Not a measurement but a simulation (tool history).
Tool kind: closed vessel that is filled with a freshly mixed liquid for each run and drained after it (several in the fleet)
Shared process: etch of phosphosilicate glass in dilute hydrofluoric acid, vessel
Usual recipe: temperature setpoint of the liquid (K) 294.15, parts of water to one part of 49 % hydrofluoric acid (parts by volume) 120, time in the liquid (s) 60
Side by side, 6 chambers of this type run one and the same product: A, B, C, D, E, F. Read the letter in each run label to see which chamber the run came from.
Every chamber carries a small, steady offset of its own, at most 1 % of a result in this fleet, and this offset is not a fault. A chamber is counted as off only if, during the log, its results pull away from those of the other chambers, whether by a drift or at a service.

| run | hour | temperature setpoint of the liquid (K) | parts of water to one part of 49 % hydrofluoric acid (parts by volume) | time in the liquid (s) | read-back film thickness of the phosphosilicate glass reference wafer, read on the same gauge (nm) | thickness taken off the phosphosilicate glass on a monitor wafer (Å) |
|---|---|---|---|---|---|---|
| 1E | 10.9 | 294.15 | 120 | 60 | 120.01 | 480.09 |
| 2B | 19.1 | 294.15 | 120 | 60 | 119.98 | 473.56 |
| 3A | 35.1 | 294.15 | 120 | 60 | 119.99 | 479.69 |
| 4C | 44.7 | 294.15 | 120 | 60 | 120.00 | 480.40 |
| 5D | 56.3 | 294.15 | 120 | 60 | 119.99 | 479.77 |
| 6F | 71.4 | 294.15 | 160 | 60 | 120.01 | 341.94 |
| 7B | 84.9 | 294.15 | 160 | 60 | 119.99 | 341.69 |
| 8C | 92.7 | 294.15 | 160 | 60 | 120.00 | 345.06 |
|  | 93.0 | chamber C: hydrofluoric acid flow meter replaced |
| 9F | 100.3 | 294.15 | 160 | 60 | 120.01 | 344.67 |
| 10D | 113.3 | 294.15 | 160 | 60 | 120.00 | 349.18 |
| 11E | 126.8 | 294.15 | 160 | 60 | 119.98 | 347.48 |
|  | 135.7 | chamber D: thermometer replaced |
| 12A | 140.4 | 294.15 | 120 | 60 | 120.01 | 475.47 |
|  | 142.7 | chamber F: hydrofluoric acid flow meter replaced |
| 13C | 151.3 | 294.15 | 120 | 60 | 119.98 | 477.78 |
| 14E | 161.7 | 297.15 | 155 | 60 | 120.00 | 406.52 |
| 15A | 169.3 | 297.15 | 155 | 60 | 120.00 | 398.73 |
| 16B | 179.3 | 297.15 | 155 | 60 | 119.99 | 398.46 |
| 17F | 194.9 | 297.15 | 155 | 60 | 119.99 | 397.08 |
|  | 201.7 | chamber A: hydrofluoric acid flow meter replaced |
| 18D | 205.7 | 297.15 | 155 | 60 | 120.00 | 401.36 |
| 19A | 216.1 | 297.15 | 155 | 60 | 120.00 | 396.42 |
| 20C | 227.7 | 294.15 | 120 | 60 | 120.03 | 477.92 |
|  | 232.7 | chamber A: thermometer replaced |
| 21D | 239.4 | 294.15 | 120 | 60 | 119.98 | 479.54 |
| 22F | 255.4 | 294.15 | 120 | 60 | 119.99 | 481.68 |
|  | 262.9 | chamber F: thermometer replaced |
| 23B | 263.2 | 294.15 | 120 | 60 | 119.99 | 473.85 |
| 24E | 274.5 | 294.15 | 175 | 30 | 119.98 | 156.76 |
| 25D | 282.8 | 294.15 | 175 | 30 | 119.99 | 154.81 |
| 26F | 290.9 | 294.15 | 175 | 30 | 120.01 | 153.29 |
| 27E | 303.2 | 294.15 | 175 | 30 | 120.01 | 154.95 |
| 28B | 311.1 | 294.15 | 175 | 30 | 120.02 | 155.42 |
| 29A | 324.3 | 294.15 | 175 | 30 | 119.99 | 155.31 |
| 30C | 336.4 | 294.15 | 120 | 60 | 120.00 | 477.73 |
| 31B | 347.4 | 294.15 | 120 | 60 | 119.99 | 472.22 |
| 32F | 356.8 | 294.15 | 120 | 60 | 120.00 | 477.96 |
| 33A | 365.3 | 294.15 | 120 | 60 | 120.00 | 478.63 |
| 34C | 374.3 | 294.15 | 120 | 60 | 119.99 | 482.94 |
| 35D | 386.8 | 290.15 | 120 | 60 | 120.01 | 406.38 |
| 36E | 402.5 | 290.15 | 120 | 60 | 119.99 | 408.29 |
| 37F | 414.0 | 290.15 | 120 | 60 | 119.99 | 401.00 |
| 38A | 421.5 | 290.15 | 120 | 60 | 120.00 | 406.73 |
| 39D | 435.4 | 290.15 | 120 | 60 | 120.00 | 409.24 |

Each of the 6 chambers runs these same settings next. Fill in every chamber's results:
| 40A | 447.0 | 294.15 | 80 | 60 |  | ? |
| 40B | 447.0 | 294.15 | 80 | 60 |  | ? |
| 40C | 447.0 | 294.15 | 80 | 60 |  | ? |
| 40D | 447.0 | 294.15 | 80 | 60 |  | ? |
| 40E | 447.0 | 294.15 | 80 | 60 |  | ? |
| 40F | 447.0 | 294.15 | 80 | 60 |  | ? |

| run | thickness taken off the phosphosilicate glass on a monitor wafer (Å) |
|---|---|
| 40A | 747.97 |
| 40B | 740.57 |
| 40C | 760.44 |
| 40D | 750.50 |
| 40E | 757.44 |
| 40F | 755.14 |

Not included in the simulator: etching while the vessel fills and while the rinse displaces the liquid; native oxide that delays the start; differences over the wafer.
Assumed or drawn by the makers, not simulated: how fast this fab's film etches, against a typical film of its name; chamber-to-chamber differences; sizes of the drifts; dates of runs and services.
